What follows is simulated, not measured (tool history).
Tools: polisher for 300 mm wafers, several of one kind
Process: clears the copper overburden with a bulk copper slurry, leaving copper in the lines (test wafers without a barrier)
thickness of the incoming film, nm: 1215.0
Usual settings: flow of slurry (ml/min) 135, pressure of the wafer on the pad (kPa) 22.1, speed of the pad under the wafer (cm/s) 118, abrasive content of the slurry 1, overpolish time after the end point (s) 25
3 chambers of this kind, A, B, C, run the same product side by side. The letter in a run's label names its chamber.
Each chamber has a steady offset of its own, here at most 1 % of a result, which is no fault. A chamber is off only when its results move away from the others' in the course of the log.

run    day  flow of slurry (ml/min)  pressure of the wafer on the pad (kPa)  speed of the pad under the wafer (cm/s)  abrasive content of the slurry  overpolish time after the end point (s)  wafers polished on this pad  hours since the slurry nozzle was cleaned  hours since the head pressure was calibrated  hours since the slurry blender was calibrated  time until the end point was called (s)  dishing of a wide line in a test structure (nm)
 1B  0.362                      135                                    22.1                                      118                               1                                       25                          376                                      393.8                                         849.6                                          180.8                                   115.33                                           100.65
 2C  0.662                      135                                    22.1                                      118                               1                                       25                          453                                       49.1                                         220.7                                          112.9                                   114.27                                           100.31
 3A  0.925                      135                                    22.1                                      118                               1                                       25                          683                                      787.6                                           176                                          160.6                                   114.06                                           98.894
 4C   1.25                      135                                    22.1                                      118                               1                                       25                          591                                       63.2                                         234.8                                            127                                   114.66                                           101.06
 5A  1.604                      135                                    22.1                                      118                               1                                       25                          843                                      803.9                                         192.3                                          176.9                                   113.82                                           97.341
 6B   1.85                      135                                    22.1                                      118                               1                                       25                          726                                      429.5                                         885.3                                          216.5                                   115.52                                           99.818
     1.858  -- chamber A: slurry nozzle cleaned
 7C  2.183                      135                                    22.1                                      118                               1                                       25                          811                                       85.6                                         257.2                                          149.4                                   114.75                                           101.45
 8A  2.371                      135                                    22.1                                      118                               1                                       25                         1023                                       12.4                                         210.7                                          195.3                                   113.07                                           96.732
 9B  2.625                      135                                    22.1                                      118                               1                                       25                          909                                      448.1                                         903.9                                          235.1                                   113.65                                           99.392
10B  2.808                      135                                    22.1                                      118                               1                                       25                          952                                      452.5                                         908.3                                          239.5                                   112.38                                           99.526
11A  2.988                      135                                    22.1                                      118                               1                                       25                         1169                                       27.2                                         225.5                                          210.1                                   115.69                                           98.595
12C  3.312                      135                                    22.1                                      118                               1                                       25                         1077                                      112.7                                         284.3                                          176.5                                   114.86                                           100.93
     3.479  -- chamber C: worn pad replaced by a new one
13C  3.554                      135                                    22.1                                      118                               1                                       25                           17                                      118.5                                         290.1                                          182.3                                   114.77                                           99.309
14A  3.771                      135                                    22.1                                      118                               1                                       25                         1353                                         46                                         244.3                                          228.9                                    113.6                                           100.08
     3.833  -- chamber C: head pressure recalibrated
     4.025  -- chamber A: worn pad replaced by a new one
15B  4.121                      135                                    22.1                                       98                               1                                       14                         1261                                        484                                         939.8                                            271                                   142.52                                           66.061
16A  4.342                      135                                    22.1                                       98                               1                                       14                           75                                       59.7                                           258                                          242.6                                   136.32                                           65.522
17B  4.646                      135                                    22.1                                       98                               1                                       14                         1385                                      496.6                                         952.4                                          283.6                                   143.84                                           68.017
18C  4.946                      135                                    22.1                                      118                               1                                       25                          345                                      151.9                                          26.8                                          215.7                                   116.57                                           101.27
19B  5.138                      135                                    22.1                                      118                               1                                       25                         1501                                      508.4                                         964.2                                          295.4                                   118.04                                           99.082
20C  5.304                      135                                    22.1                                      118                               1                                       25                          430                                      160.5                                          35.4                                          224.3                                   112.38                                           99.765
     5.529  -- chamber B: slurry blender recalibrated
21A  5.579                      135                                    22.1                                      118                               1                                       25                          366                                       89.4                                         287.7                                          272.3                                   112.54                                           98.631
     5.667  -- chamber A: slurry blender recalibrated
22A  5.829                      135                                    22.1                                      118                               1                                       25                          425                                       95.4                                         293.7                                            3.9                                   113.58                                           98.269
23B    6.2                      135                                    22.1                                      118                               1                                       25                         1751                                      533.9                                         989.7                                           16.1                                   118.37                                           98.168
24C  6.558                      135                                    22.1                                      118                               1                                       25                          725                                      190.6                                          65.5                                          254.4                                   114.17                                           100.33
     6.696  -- chamber C: slurry blender recalibrated
25A  6.825                      135                                    22.1                                      118                               1                                       25                          660                                      119.3                                         317.6                                           27.8                                   116.07                                           98.921
26B  7.129                      135                                    22.1                                      118                               1                                       25                         1970                                      556.2                                          1012                                           38.4                                    121.1                                           96.402
27C  7.488                      135                                    22.1                                      118                               1                                       25                          944                                      212.9                                          87.8                                           19.1                                   113.83                                            100.4
28A  7.754                      110                                    22.1                                      118                               1                                       25                          879                                      141.6                                         339.9                                           50.1                                   118.25                                           98.693
29B      8                      110                                    22.1                                      118                               1                                       25                         2175                                      577.1                                        1032.9                                           59.3                                    127.9                                           96.456

All 3 chambers run these settings next. Forecast each chamber's results:
30A  8.275                      135                                    22.1                                      118                               1                                       25                                                                                                                                                                                                             ?                                                ?
30B  8.275                      135                                    22.1                                      118                               1                                       25                                                                                                                                                                                                             ?                                                ?
30C  8.275                      135                                    22.1                                      118                               1                                       25                                                                                                                                                                                                             ?                                                ?

run  time until the end point was called (s)  dishing of a wide line in a test structure (nm)
30A                                   115.48                                           97.902
30B                                   124.06                                           97.657
30C                                   118.89                                            99.09
